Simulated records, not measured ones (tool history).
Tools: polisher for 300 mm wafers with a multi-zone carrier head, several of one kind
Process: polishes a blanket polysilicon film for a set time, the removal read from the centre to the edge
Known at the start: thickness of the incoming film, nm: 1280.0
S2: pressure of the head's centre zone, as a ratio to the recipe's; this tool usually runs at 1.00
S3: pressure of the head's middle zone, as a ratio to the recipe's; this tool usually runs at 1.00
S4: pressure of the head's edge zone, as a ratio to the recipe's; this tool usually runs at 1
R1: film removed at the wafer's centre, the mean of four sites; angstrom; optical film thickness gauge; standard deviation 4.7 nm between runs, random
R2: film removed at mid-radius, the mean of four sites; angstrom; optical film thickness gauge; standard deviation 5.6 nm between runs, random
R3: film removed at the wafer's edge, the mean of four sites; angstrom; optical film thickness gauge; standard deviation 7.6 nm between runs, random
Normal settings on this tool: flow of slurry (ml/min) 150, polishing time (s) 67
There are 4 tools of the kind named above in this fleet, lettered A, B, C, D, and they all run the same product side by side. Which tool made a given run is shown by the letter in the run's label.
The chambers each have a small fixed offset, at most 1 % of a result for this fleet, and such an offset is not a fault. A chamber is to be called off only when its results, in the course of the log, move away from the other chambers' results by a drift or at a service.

Run 1A, hour 5.9: usual settings. Result: R1 5308.3 angstrom, R2 5197.5 angstrom, R3 5112.9 angstrom.
At hour 8.3: chamber C: worn pad replaced by a new one.
Run 2C, hour 11.4: usual settings. Result: R1 5349.1 angstrom, R2 5239.9 angstrom, R3 5227.8 angstrom.
At hour 14.7: chamber B: worn pad replaced by a new one.
Run 3D, hour 16.0: usual settings. Result: R1 5237.0 angstrom, R2 5267.4 angstrom, R3 5314.6 angstrom.
Run 4B, hour 19.5: usual settings. Result: R1 5174.8 angstrom, R2 5188.4 angstrom, R3 5270.1 angstrom.
At hour 22.4: chamber B: edge zone pressure recalibrated.
Run 5B, hour 24.5: usual settings. Result: R1 5221.0 angstrom, R2 5203.3 angstrom, R3 5310.4 angstrom.
Run 6A, hour 29.3: usual settings. Result: R1 5240.7 angstrom, R2 5259.6 angstrom, R3 5323.8 angstrom.
Run 7C, hour 36.3: usual settings. Result: R1 5245.3 angstrom, R2 5385.2 angstrom, R3 5268.3 angstrom.
Run 8D, hour 40.1: usual settings but S3 1.06. Result: R1 5281.9 angstrom, R2 5539.5 angstrom, R3 5326.5 angstrom.
Run 9A, hour 46.8: usual settings but S3 1.06. Result: R1 5129.9 angstrom, R2 5466.3 angstrom, R3 5093.6 angstrom.
Run 10B, hour 52.1: usual settings but S3 1.06. Result: R1 5101.6 angstrom, R2 5564.3 angstrom, R3 5218.5 angstrom.
Run 11D, hour 56.7: usual settings but S3 1.06. Result: R1 5321.9 angstrom, R2 5621.4 angstrom, R3 5327.1 angstrom.
At hour 57.0: chamber A: worn pad replaced by a new one.
Run 12C, hour 61.2: usual settings but S3 0.95, polishing time (s) 57. Result: R1 4464.4 angstrom, R2 4383.5 angstrom, R3 4490.4 angstrom.
Run 13A, hour 64.4: usual settings but S3 0.95, polishing time (s) 57. Result: R1 4503.1 angstrom, R2 4321.5 angstrom, R3 4467.6 angstrom.
At hour 65.7: chamber D: centre zone pressure recalibrated.
At hour 69.1: chamber D: worn pad replaced by a new one.
Run 14D, hour 71.0: usual settings but S3 0.95, polishing time (s) 57. Result: R1 4532.9 angstrom, R2 4355.7 angstrom, R3 4484.0 angstrom.
At hour 71.9: chamber B: worn pad replaced by a new one.
Run 15C, hour 75.4: usual settings but S3 0.95, polishing time (s) 57. Result: R1 4452.1 angstrom, R2 4304.9 angstrom, R3 4479.9 angstrom.
Run 16B, hour 80.5: usual settings. Result: R1 4997.5 angstrom, R2 5263.2 angstrom, R3 5305.4 angstrom.
Run 17D, hour 86.1: usual settings but flow of slurry (ml/min) 190. Result: R1 5566.7 angstrom, R2 5620.9 angstrom, R3 5512.4 angstrom.
Run 18C, hour 90.4: usual settings but flow of slurry (ml/min) 190. Result: R1 5470.6 angstrom, R2 5584.8 angstrom, R3 5419.8 angstrom.
Run 19B, hour 95.6: usual settings but flow of slurry (ml/min) 190. Result: R1 5152.1 angstrom, R2 5413.0 angstrom, R3 5324.6 angstrom.
Run 20A, hour 101.6: usual settings but flow of slurry (ml/min) 190. Result: R1 5552.4 angstrom, R2 5473.6 angstrom, R3 5376.9 angstrom.
Run 21C, hour 106.0: usual settings. Result: R1 5219.0 angstrom, R2 5362.6 angstrom, R3 5424.3 angstrom.
Run 22D, hour 111.5: usual settings but S3 1.11. Result: R1 5301.9 angstrom, R2 5889.8 angstrom, R3 5207.8 angstrom.
Run 23B, hour 118.0: usual settings but S3 1.11. Result: R1 4870.9 angstrom, R2 5691.0 angstrom, R3 5414.8 angstrom.
Run 24A, hour 121.3: usual settings but S3 1.11. Result: R1 5274.6 angstrom, R2 5706.3 angstrom, R3 5215.5 angstrom.

Read the log: is a single chamber off, either drifting away or since a service, is the gauge that measures every chamber drifting, or is nothing wrong beyond small per-chamber offsets? Name any odd chamber and what most likely caused it.

Little by little, chamber B moves away from the other chambers.
What lies behind it: centre zone's pressure below its setpoint, % = 6.19.

Chamber B could run next with any of the 4 candidate recipes listed below; each alters the usual settings, and their results appear as question marks. Which one brings its results back in line with what the other chambers deliver on the usual settings?
A result is in line if it is within this distance of the other chambers' mean on the usual settings: R1 170.0 angstrom; R2 200.0 angstrom; R3 270.0 angstrom
Run 25B-1, hour 126.5: usual settings but flow of slurry (ml/min) 145, S2 0.94, S4 1.03, polishing time (s) 66. Result: R1 ?, R2 ?, R3 ?.
Run 25B-2, hour 126.5: usual settings but flow of slurry (ml/min) 160, S2 1.12, S4 0.95, polishing time (s) 68. Result: R1 ?, R2 ?, R3 ?.
Run 25B-3, hour 126.5: usual settings but flow of slurry (ml/min) 155, S2 1.06, S4 0.97, polishing time (s) 68. Result: R1 ?, R2 ?, R3 ?.
Run 25B-4, hour 126.5: usual settings but flow of slurry (ml/min) 140, S2 0.88, S4 1.05, polishing time (s) 66. Result: R1 ?, R2 ?, R3 ?.

Other chambers, usual settings, mean: R1 5258.4 angstrom; R2 5272.2 angstrom; R3 5255.6 angstrom
  run      R1      R2      R3
25B-1  4399.8  5089.3  5212.7
25B-2  5626.5  5335.3  5218.8
25B-3  5259.5  5306.6  5252.9
25B-4  4051.3  5055.7  5240.0
It is 25B-3 that realigns the chamber with its peers.

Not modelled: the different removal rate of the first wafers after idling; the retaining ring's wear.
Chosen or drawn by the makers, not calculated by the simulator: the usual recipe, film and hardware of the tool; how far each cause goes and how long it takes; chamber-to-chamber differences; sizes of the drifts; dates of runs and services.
